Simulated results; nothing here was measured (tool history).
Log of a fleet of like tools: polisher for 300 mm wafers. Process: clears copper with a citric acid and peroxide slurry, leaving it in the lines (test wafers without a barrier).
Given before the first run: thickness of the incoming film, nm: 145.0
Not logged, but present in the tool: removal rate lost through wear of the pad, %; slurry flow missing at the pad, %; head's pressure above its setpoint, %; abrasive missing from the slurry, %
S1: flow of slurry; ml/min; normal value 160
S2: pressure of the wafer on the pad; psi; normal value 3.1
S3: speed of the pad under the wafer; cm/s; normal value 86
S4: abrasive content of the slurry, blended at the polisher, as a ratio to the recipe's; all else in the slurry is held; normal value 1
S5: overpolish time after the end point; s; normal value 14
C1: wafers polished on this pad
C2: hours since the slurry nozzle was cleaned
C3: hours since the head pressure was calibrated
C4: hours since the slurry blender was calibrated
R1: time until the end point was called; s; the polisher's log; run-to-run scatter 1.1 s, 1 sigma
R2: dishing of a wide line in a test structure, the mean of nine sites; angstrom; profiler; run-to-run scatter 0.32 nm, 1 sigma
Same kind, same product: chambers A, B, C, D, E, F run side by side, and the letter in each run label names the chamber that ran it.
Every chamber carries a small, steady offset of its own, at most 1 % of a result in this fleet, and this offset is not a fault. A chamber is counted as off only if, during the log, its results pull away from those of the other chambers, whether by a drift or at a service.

| run | hour | S1 | S2 | S3 | S4 | S5 | C1 | C2 | C3 | C4 | R1 | R2 |
|---|---|---|---|---|---|---|---|---|---|---|---|---|
|  | 3.7 | chamber F: slurry nozzle cleaned |
| 1D | 8.7 | 160 | 3.1 | 86 | 1 | 14 | 272 | 99.2 | 384.8 | 95.5 | 70.689 | 218.45 |
|  | 13.7 | chamber A: slurry blender recalibrated |
| 2B | 15.2 | 160 | 3.1 | 86 | 1 | 14 | 416 | 213.7 | 55.2 | 261.6 | 71.447 | 216.93 |
| 3E | 24.7 | 160 | 3.1 | 86 | 1 | 14 | 859 | 774.1 | 161.7 | 74.8 | 70.511 | 215.35 |
| 4A | 29.6 | 160 | 3.1 | 86 | 1 | 14 | 1145 | 335.7 | 140.2 | 16 | 71.898 | 215.35 |
|  | 37 | chamber A: slurry nozzle cleaned |
| 5C | 37.7 | 160 | 3.1 | 86 | 1.2 | 18 | 516 | 603.7 | 111.5 | 209.9 | 67.309 | 288.55 |
| 6F | 45.8 | 160 | 3.1 | 86 | 1.2 | 18 | 747 | 42.1 | 242.2 | 93.9 | 68.328 | 287.88 |
|  | 47.5 | chamber F: worn pad replaced by a new one |
|  | 49.2 | chamber A: worn pad replaced by a new one |
|  | 54.6 | chamber D: worn pad replaced by a new one |
| 7B | 55.7 | 160 | 3.1 | 86 | 1.2 | 18 | 641 | 254.2 | 95.7 | 302.1 | 69.163 | 283.91 |
|  | 56 | chamber D: slurry blender recalibrated |
| 8A | 65.2 | 160 | 3.1 | 86 | 1.2 | 18 | 89 | 28.3 | 175.8 | 51.6 | 67.206 | 287.42 |
| 9D | 70.8 | 160 | 3.1 | 86 | 1.2 | 18 | 90 | 161.3 | 446.9 | 14.8 | 66.055 | 287.23 |
| 10F | 79.7 | 160 | 3.1 | 86 | 1.2 | 18 | 179 | 76 | 276.1 | 127.8 | 68.027 | 285.98 |
| 11C | 85.9 | 105 | 3.1 | 86 | 1 | 6 | 784 | 651.9 | 159.7 | 258.1 | 75.278 | 87.974 |
|  | 87 | chamber C: worn pad replaced by a new one |
| 12E | 93.1 | 105 | 3.1 | 86 | 1 | 6 | 1240 | 842.5 | 230.1 | 143.2 | 75.776 | 87.122 |
| 13E | 101.2 | 105 | 3.1 | 86 | 1 | 6 | 1285 | 850.6 | 238.2 | 151.3 | 76.355 | 87.363 |
|  | 102.6 | chamber E: worn pad replaced by a new one |
|  | 108.6 | chamber E: slurry blender recalibrated |
| 14A | 109.4 | 105 | 3.1 | 86 | 1 | 6 | 335 | 72.5 | 220 | 95.8 | 76.827 | 88.614 |
|  | 114.7 | chamber E: slurry nozzle cleaned |
| 15B | 114.9 | 105 | 3.1 | 86 | 1 | 6 | 971 | 313.4 | 154.9 | 361.3 | 77.499 | 87.442 |
| 16C | 124.4 | 105 | 3.1 | 86 | 1 | 6 | 208 | 690.4 | 198.2 | 296.6 | 75.819 | 85.98 |
|  | 125 | chamber B: worn pad replaced by a new one |
|  | 127 | chamber C: slurry nozzle cleaned |
| 17D | 131.5 | 210 | 2.8 | 86 | 1 | 14 | 428 | 222 | 507.6 | 75.5 | 74.626 | 201.65 |
| 18F | 138.1 | 210 | 2.8 | 86 | 1 | 14 | 504 | 134.4 | 334.5 | 186.2 | 77.462 | 207.17 |
|  | 142.6 | chamber D: worn pad replaced by a new one |
| 19C | 144 | 210 | 2.8 | 86 | 1 | 14 | 317 | 17 | 217.8 | 316.2 | 73.706 | 204.28 |
| 20D | 152.7 | 210 | 2.8 | 86 | 1 | 14 | 56 | 243.2 | 528.8 | 96.7 | 73.69 | 207.98 |
| 21A | 159.9 | 210 | 2.8 | 86 | 1 | 14 | 616 | 123 | 270.5 | 146.3 | 75.005 | 205.09 |
|  | 163.7 | chamber F: worn pad replaced by a new one |
| 22F | 170.1 | 210 | 2.8 | 86 | 1 | 14 | 36 | 166.4 | 366.5 | 218.2 | 75.443 | 204.09 |
|  | 174.8 | chamber D: slurry blender recalibrated |
| 23B | 176.4 | 160 | 3.1 | 86 | 1 | 14 | 286 | 374.9 | 216.4 | 422.8 | 69.478 | 210.78 |
| 24E | 186.2 | 160 | 3.1 | 86 | 1 | 14 | 465 | 71.5 | 323.2 | 77.7 | 68.412 | 213.85 |
| 25D | 196.5 | 160 | 3.1 | 68 | 1 | 11 | 300 | 287 | 572.6 | 21.7 | 90.268 | 138.88 |
| 26E | 204.2 | 160 | 3.1 | 68 | 1 | 11 | 565 | 89.5 | 341.2 | 95.7 | 88.945 | 137.33 |
| 27C | 210.2 | 160 | 3.1 | 68 | 1 | 11 | 686 | 83.2 | 284 | 382.4 | 88.07 | 139.99 |
| 28F | 220.1 | 160 | 3.1 | 68 | 1 | 11 | 314 | 216.4 | 416.5 | 268.2 | 88.447 | 142.48 |
|  | 224.4 | chamber C: worn pad replaced by a new one |
| 29A | 225.4 | 160 | 3.1 | 68 | 1 | 11 | 981 | 188.5 | 336 | 211.8 | 87.766 | 138.01 |
| 30B | 233.9 | 160 | 3.1 | 68 | 1 | 11 | 606 | 432.4 | 273.9 | 480.3 | 91.021 | 138.55 |
|  | 235.9 | chamber F: slurry blender recalibrated |
|  | 242.7 | chamber C: slurry blender recalibrated |
| 31C | 243 | 160 | 3.1 | 86 | 1 | 14 | 103 | 116 | 316.8 | 0.3 | 70.194 | 216.94 |
| 32F | 249 | 160 | 3.1 | 86 | 1 | 14 | 475 | 245.3 | 445.4 | 13.1 | 71.172 | 219.17 |
|  | 253.6 | chamber D: worn pad replaced by a new one |
| 33D | 255.9 | 160 | 3.1 | 86 | 1 | 14 | 13 | 346.4 | 632 | 81.1 | 69.947 | 215.01 |
| 34B | 265.9 | 160 | 3.1 | 86 | 1 | 14 | 785 | 464.4 | 305.9 | 512.3 | 71.152 | 215.11 |
| 35A | 274.1 | 160 | 3.1 | 86 | 1 | 14 | 1252 | 237.2 | 384.7 | 260.5 | 71.917 | 213.22 |
|  | 276.1 | chamber E: slurry blender recalibrated |
| 36E | 280 | 160 | 3.1 | 86 | 1 | 14 | 987 | 165.3 | 417 | 3.9 | 68.292 | 219.77 |
|  | 281.2 | chamber A: worn pad replaced by a new one |
| 37A | 288.7 | 105 | 3.1 | 86 | 1.15 | 14 | 41 | 251.8 | 399.3 | 275.1 | 75.026 | 207.39 |

Next, all 6 chambers run the settings below, one line each with question marks for the results. What does each chamber give?
| 38A | 296 | 160 | 3.1 | 86 | 1 | 14 |  |  |  |  | ? | ? |
| 38B | 296 | 160 | 3.1 | 86 | 1 | 14 |  |  |  |  | ? | ? |
| 38C | 296 | 160 | 3.1 | 86 | 1 | 14 |  |  |  |  | ? | ? |
| 38D | 296 | 160 | 3.1 | 86 | 1 | 14 |  |  |  |  | ? | ? |
| 38E | 296 | 160 | 3.1 | 86 | 1 | 14 |  |  |  |  | ? | ? |
| 38F | 296 | 160 | 3.1 | 86 | 1 | 14 |  |  |  |  | ? | ? |

| run | R1 | R2 |
|---|---|---|
| 38A | 71.097 | 216.88 |
| 38B | 71.215 | 210.02 |
| 38C | 67.911 | 214.31 |
| 38D | 72.796 | 217.56 |
| 38E | 70.404 | 213.94 |
| 38F | 70.21 | 218.89 |
